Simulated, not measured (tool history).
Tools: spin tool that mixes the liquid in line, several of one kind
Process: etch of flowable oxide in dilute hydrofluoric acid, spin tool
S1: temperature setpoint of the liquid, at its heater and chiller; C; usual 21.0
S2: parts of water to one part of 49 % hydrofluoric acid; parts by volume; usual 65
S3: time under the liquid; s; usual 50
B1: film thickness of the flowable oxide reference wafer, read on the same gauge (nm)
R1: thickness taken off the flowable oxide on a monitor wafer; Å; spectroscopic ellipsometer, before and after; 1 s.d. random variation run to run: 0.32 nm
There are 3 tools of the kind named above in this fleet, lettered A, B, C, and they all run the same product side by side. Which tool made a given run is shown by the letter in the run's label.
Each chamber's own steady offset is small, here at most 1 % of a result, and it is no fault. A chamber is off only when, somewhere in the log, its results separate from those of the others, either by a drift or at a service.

run	hour	S1	S2	S3	B1	R1
1C	6.4	21.0	65	50	39.993	494.96
2A	15.9	21.0	65	50	40.001	490.68
3B	24.2	21.0	65	50	40.001	480.24
4C	30.3	21.0	65	50	40.012	493.09
5A	36.9	21.0	65	50	39.994	494.09
6B	44.8	21.0	65	50	40.020	483.06
7A	52.6	21.0	65	50	40.031	488.39
8C	63.8	21.0	65	50	40.053	483.67
9B	70.2	21.0	65	35	40.010	336.42
10A	79.7	21.0	65	35	40.012	340.90
11B	88.6	21.0	65	35	40.001	336.07
12C	96.9	21.0	65	50	40.049	489.50
13C	105.9	21.0	65	50	39.977	492.26
14B	111.4	21.0	65	50	39.982	483.38
15A	119.9	21.0	65	50	40.042	479.75
16A	129.1	21.0	65	50	39.993	477.47
17B	136.7	21.0	65	50	39.942	488.42
# hour 146.1: chamber C: thermometer replaced
18C	147.5	18.0	65	50	39.963	430.39
19A	160.0	18.0	65	50	40.016	419.56
20C	167.0	18.0	65	50	40.000	431.76
21B	178.9	21.0	65	50	40.043	482.32
22B	188.9	21.0	65	50	39.964	485.78
23C	195.3	21.0	65	50	39.985	490.77
24A	207.3	21.0	65	50	39.966	467.02
25A	213.0	21.0	65	50	40.046	469.94
26B	221.2	18.5	65	60	40.032	528.38
27C	227.3	18.5	65	60	39.978	528.74
28B	238.8	18.5	65	60	40.037	527.01
29A	247.4	21.0	65	50	40.044	459.16

Read the log: is a single chamber off, either drifting away or since a service, is the gauge that measures every chamber drifting, or is nothing wrong beyond small per-chamber offsets? Name any odd chamber and what most likely caused it.

Chamber A drifts away from the others.
Likeliest cause: hydrofluoric acid flow below the setpoint (%) = 5.87.
The log might look much the same if the cause were instead: liquid colder than its thermometer reads (K).

Chamber A could run next with any of the 4 candidate recipes listed below; each alters the usual settings, and their results appear as question marks. Which one brings its results back in line with what the other chambers deliver on the usual settings?
In line here means within this much of the mean the other chambers give on the usual settings: R1 11.00 Å
30A-1	256.4	22.5	65	50		?
30A-2	256.4	19.5	65	50		?
30A-3	256.4	20.5	65	50		?
30A-4	256.4	21.5	65	50		?

What the other chambers average on the usual settings: R1 486.81 Å
run	R1
30A-1	489.23
30A-2	432.58
30A-3	450.91
30A-4	469.66
30A-1 is the one that brings the chamber's results back in line with the other chambers.
